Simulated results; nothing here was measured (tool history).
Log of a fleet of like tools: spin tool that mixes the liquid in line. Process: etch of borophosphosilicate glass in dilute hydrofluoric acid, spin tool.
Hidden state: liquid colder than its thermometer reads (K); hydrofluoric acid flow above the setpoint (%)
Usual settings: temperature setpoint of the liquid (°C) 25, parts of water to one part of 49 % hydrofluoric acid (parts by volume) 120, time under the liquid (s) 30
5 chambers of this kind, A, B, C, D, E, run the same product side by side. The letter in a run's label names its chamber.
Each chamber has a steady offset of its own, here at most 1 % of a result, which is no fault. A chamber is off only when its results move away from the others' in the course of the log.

| run | hour | temperature setpoint of the liquid (°C) | parts of water to one part of 49 % hydrofluoric acid (parts by volume) | time under the liquid (s) | hours since the thermometer was replaced | hours since the hydrofluoric acid flow meter was replaced | read-back film thickness of the borophosphosilicate glass reference wafer, read on the same gauge (nm) | thickness taken off the borophosphosilicate glass on a monitor wafer (angstrom) |
|---|---|---|---|---|---|---|---|---|
| 1C | 11.5 | 25 | 120 | 30 | 1812.6 | 129.1 | 89.98 | 152.32 |
| 2A | 17.4 | 25 | 120 | 30 | 1059.8 | 337.7 | 89.965 | 151.06 |
| 3D | 23 | 25 | 120 | 30 | 184.9 | 1375.1 | 90.002 | 149.42 |
| 4B | 28.5 | 25 | 120 | 30 | 231.9 | 1077 | 90.013 | 150.12 |
| 5E | 37.6 | 25 | 120 | 30 | 544.5 | 403.4 | 90.026 | 148.17 |
| 6C | 44.6 | 25 | 120 | 30 | 1845.7 | 162.2 | 89.987 | 151.25 |
| 7A | 52.4 | 25 | 120 | 50 | 1094.8 | 372.7 | 89.986 | 252.03 |
| 8E | 58.8 | 25 | 120 | 50 | 565.7 | 424.6 | 90.009 | 251.02 |
| 9B | 65.8 | 25 | 120 | 50 | 269.2 | 1114.3 | 90.031 | 250.47 |
| 10D | 75.2 | 25 | 120 | 50 | 237.1 | 1427.3 | 89.98 | 251.7 |
| 11A | 83.1 | 25 | 120 | 50 | 1125.5 | 403.4 | 89.988 | 250 |
| 12E | 89 | 25 | 120 | 30 | 595.9 | 454.8 | 89.999 | 149.7 |
| 13D | 94.9 | 25 | 120 | 30 | 256.8 | 1447 | 90.024 | 148.99 |
| 14B | 106.7 | 25 | 120 | 30 | 310.1 | 1155.2 | 90.033 | 149.94 |
| 15C | 118.8 | 25 | 120 | 30 | 1919.9 | 236.4 | 89.988 | 150 |
| 16C | 128.1 | 27 | 80 | 30 | 1929.2 | 245.7 | 90.002 | 256.46 |
| 17D | 138.7 | 27 | 80 | 30 | 300.6 | 1490.8 | 89.984 | 254.3 |
| 18B | 147.6 | 27 | 80 | 30 | 351 | 1196.1 | 90.015 | 254.83 |
| 19E | 157.3 | 27 | 80 | 30 | 664.2 | 523.1 | 90.027 | 252.14 |
| 20A | 164.1 | 27 | 80 | 30 | 1206.5 | 484.4 | 90.01 | 257.62 |
| 21E | 173 | 25 | 120 | 30 | 679.9 | 538.8 | 90.024 | 149.62 |
|  | 180.2 | chamber D: hydrofluoric acid flow meter replaced |
| 22B | 184.9 | 25 | 120 | 30 | 388.3 | 1233.4 | 89.967 | 150.43 |
| 23D | 196.5 | 25 | 120 | 30 | 358.4 | 16.4 | 90.04 | 146.59 |
| 24C | 205.5 | 25 | 120 | 30 | 2006.6 | 323.1 | 90.009 | 155.04 |
| 25A | 217.7 | 25 | 120 | 30 | 1260.1 | 538 | 89.998 | 152.93 |
| 26D | 225.8 | 25 | 120 | 30 | 387.7 | 45.7 | 89.999 | 147.44 |
| 27C | 237.9 | 25 | 120 | 30 | 2039 | 355.5 | 90.007 | 154.85 |
| 28E | 249.2 | 25 | 120 | 30 | 756.1 | 615 | 90.009 | 150.23 |
| 29A | 255.7 | 25 | 120 | 30 | 1298.1 | 576 | 89.992 | 149.65 |
| 30B | 263.3 | 25 | 120 | 30 | 466.7 | 1311.8 | 90.016 | 149.01 |
| 31A | 270 | 25 | 120 | 30 | 1312.4 | 590.3 | 90.021 | 153.61 |
|  | 277 | chamber E: thermometer replaced |
| 32E | 278.8 | 25 | 120 | 30 | 1.9 | 644.6 | 89.989 | 150.51 |
| 33C | 284.6 | 25 | 120 | 30 | 2085.7 | 402.2 | 90.045 | 157.07 |
| 34B | 296 | 25 | 120 | 30 | 499.4 | 1344.5 | 90.003 | 151.41 |
| 35D | 305.8 | 25 | 120 | 30 | 467.7 | 125.7 | 90.016 | 149.55 |
| 36E | 315.7 | 25 | 120 | 30 | 38.8 | 681.5 | 89.991 | 148.86 |
| 37B | 324.2 | 25 | 120 | 30 | 527.6 | 1372.7 | 89.977 | 150.04 |
| 38C | 334.5 | 25 | 120 | 30 | 2135.6 | 452.1 | 89.96 | 160.24 |
| 39A | 343.2 | 21 | 175 | 30 | 1385.6 | 663.5 | 90.004 | 82.864 |

Next, every chamber runs the same settings. What will each give?
| 40A | 352.1 | 25 | 120 | 30 |  |  |  | ? |
| 40B | 352.1 | 25 | 120 | 30 |  |  |  | ? |
| 40C | 352.1 | 25 | 120 | 30 |  |  |  | ? |
| 40D | 352.1 | 25 | 120 | 30 |  |  |  | ? |
| 40E | 352.1 | 25 | 120 | 30 |  |  |  | ? |

| run | thickness taken off the borophosphosilicate glass on a monitor wafer (angstrom) |
|---|---|
| 40A | 152.28 |
| 40B | 150.45 |
| 40C | 160.76 |
| 40D | 149.44 |
| 40E | 148.5 |
